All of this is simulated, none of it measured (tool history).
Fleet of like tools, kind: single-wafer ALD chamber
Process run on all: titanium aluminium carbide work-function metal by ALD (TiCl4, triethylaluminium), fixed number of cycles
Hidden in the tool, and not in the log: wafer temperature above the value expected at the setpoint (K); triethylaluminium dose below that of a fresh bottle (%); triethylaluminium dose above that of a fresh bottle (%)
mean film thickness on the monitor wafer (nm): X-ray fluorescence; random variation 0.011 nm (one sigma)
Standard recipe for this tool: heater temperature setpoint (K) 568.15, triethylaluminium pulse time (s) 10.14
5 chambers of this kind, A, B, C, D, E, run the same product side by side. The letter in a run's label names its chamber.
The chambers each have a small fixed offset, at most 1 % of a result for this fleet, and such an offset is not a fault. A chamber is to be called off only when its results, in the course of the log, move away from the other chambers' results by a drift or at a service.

run   hour  heater temperature setpoint (K)  triethylaluminium pulse time (s)  hours since the last thermocouple change  hours since the last triethylaluminium bottle change  read-back reference wafer on the same gauge, thickness_nm  mean film thickness on the monitor wafer (nm)
 1A    8.9                           568.15                             10.14                                     254.8                                                1076.9                                                     1.8095                                         1.9435
 2C   18.1                           568.15                             10.14                                       375                                                 686.6                                                     1.8117                                         1.9628
 3E   25.4                           568.15                             10.14                                    1291.4                                                 496.5                                                     1.8088                                          1.979
 4D   34.3                           568.15                             10.14                                    2532.9                                                 954.2                                                     1.8101                                         1.9499
 5B   39.6                           568.15                             12.45                                    1134.3                                                 242.4                                                     1.8091                                         2.0116
 6C   46.1                           568.15                             12.45                                       403                                                 714.6                                                     1.8091                                         1.9999
      46.9  -- chamber D: thermocouple changed; heater temperature recalibrated
 7B   51.8                           568.15                             12.45                                    1146.5                                                 254.6                                                     1.8087                                         1.9845
 8D   59.3                           568.15                             12.45                                      12.4                                                 979.2                                                     1.8108                                         1.9854
 9A   66.3                           568.15                             12.45                                     312.2                                                1134.3                                                     1.8104                                         1.9831
10E   72.1                           568.15                             10.14                                    1338.1                                                 543.2                                                     1.8136                                          1.971
11B   81.5                           568.15                             10.14                                    1176.2                                                 284.3                                                      1.812                                         1.9507
12A   88.5                           568.15                             10.14                                     334.4                                                1156.5                                                     1.8098                                         1.9425
13E   97.6                           568.15                             12.88                                    1363.6                                                 568.7                                                     1.8083                                         1.9892
14C  103.5                           568.15                             12.88                                     460.4                                                   772                                                     1.8089                                         1.9831
15D  107.8                           568.15                             12.88                                      60.9                                                1027.7                                                     1.8126                                         1.9875
16C  114.7                           568.15                             12.88                                     471.6                                                 783.2                                                     1.8115                                         2.0054
17A  122.4                           568.15                             12.88                                     368.3                                                1190.4                                                     1.8082                                         1.9853
18D    128                           568.15                             10.14                                      81.1                                                1047.9                                                     1.8082                                         1.9711
19B  133.9                           568.15                             10.14                                    1228.6                                                 336.7                                                     1.8063                                         1.9443
20E    143                           568.15                             10.14                                      1409                                                 614.1                                                     1.8105                                         1.9749
21A  147.9                           568.15                             10.14                                     393.8                                                1215.9                                                     1.8073                                         1.9481
22D  156.5                           568.15                             10.14                                     109.6                                                1076.4                                                     1.8073                                         1.9537
     164.7  -- chamber D: triethylaluminium bottle replaced
23C  164.7                           568.15                             10.14                                     521.6                                                 833.2                                                     1.8099                                         1.9782
24B  169.1                           568.15                             10.14                                    1263.8                                                 371.9                                                      1.811                                         1.9128
25E  173.6                           568.15                             10.14                                    1439.6                                                 644.7                                                     1.8105                                         1.9529
26D  177.6                           568.15                             10.14                                     130.7                                                  12.9                                                     1.8087                                         1.9496
27B  183.6                           568.15                             10.14                                    1278.3                                                 386.4                                                      1.811                                         1.8981
28E  189.9                           568.15                             10.14                                    1455.9                                                   661                                                     1.8096                                         1.9643
29C  196.4                           568.15                             10.14                                     553.3                                                 864.9                                                       1.81                                         1.9496
30A  202.1                           568.15                             10.14                                       448                                                1270.1                                                     1.8117                                          1.942
31E  210.6                           568.15                             10.14                                    1476.6                                                 681.7                                                     1.8091                                         1.9519
32D  219.4                           562.15                              7.88                                     172.5                                                  54.7                                                     1.8107                                         1.8321
     222.6  -- chamber B: thermocouple changed; heater temperature recalibrated
33A  227.8                           562.15                              7.88                                     473.7                                                1295.8                                                     1.8108                                         1.8273
34C  236.4                           562.15                              7.88                                     593.3                                                 904.9                                                     1.8105                                         1.8497
35B  244.8                           562.15                              7.88                                      22.2                                                 447.6                                                     1.8092                                         1.7198
36C  248.8                           562.15                              7.88                                     605.7                                                 917.3                                                     1.8078                                         1.8483
37A  254.5                           576.15                             10.14                                     500.4                                                1322.5                                                     1.8107                                         2.0192
38E    262                           576.15                             10.14                                      1528                                                 733.1                                                     1.8101                                         2.0191
39B  270.4                           576.15                             10.14                                      47.8                                                 473.2                                                      1.811                                         1.9107
40D  278.5                           576.15                             10.14                                     231.6                                                 113.8                                                     1.8105                                         2.0099
41D  283.3                           576.15                             10.14                                     236.4                                                 118.6                                                     1.8088                                          2.018
42A  292.1                           580.15                             10.14                                       538                                                1360.1                                                     1.8084                                         2.0452
43E  297.4                           580.15                             10.14                                    1563.4                                                 768.5                                                     1.8097                                         2.0833

Read the log: is a single chamber off, either drifting away or since a service, is the gauge that measures every chamber drifting, or is nothing wrong beyond small per-chamber offsets? Name any odd chamber and what most likely caused it.

One chamber, B, drifts off from the rest bit by bit.
Most likely cause: triethylaluminium dose below that of a fresh bottle (%) = 34.

Which of the 4 candidates below, each the usual settings with something changed and its results left as question marks, puts chamber B back in line with what the other chambers give on the usual settings?
In-line tolerance around the mean of the other chambers on the usual settings: mean film thickness on the monitor wafer (nm) 0.037
44B-1   304                           566.15                              9.49                                                                                                                                                                                                         ?
44B-2   304                           551.15                             10.14                                                                                                                                                                                                         ?
44B-3   304                           568.15                             11.05                                                                                                                                                                                                         ?
44B-4   304                           574.15                              12.6                                                                                                                                                                                                         ?

The mean the other chambers reach with the usual settings: mean film thickness on the monitor wafer (nm) 1.9538
  run  mean film thickness on the monitor wafer (nm)
44B-1                                         1.7667
44B-2                                         1.6813
44B-3                                         1.8525
44B-4                                         1.9513
The answer is 44B-4, which returns the chamber to within the allowed miss of the others.
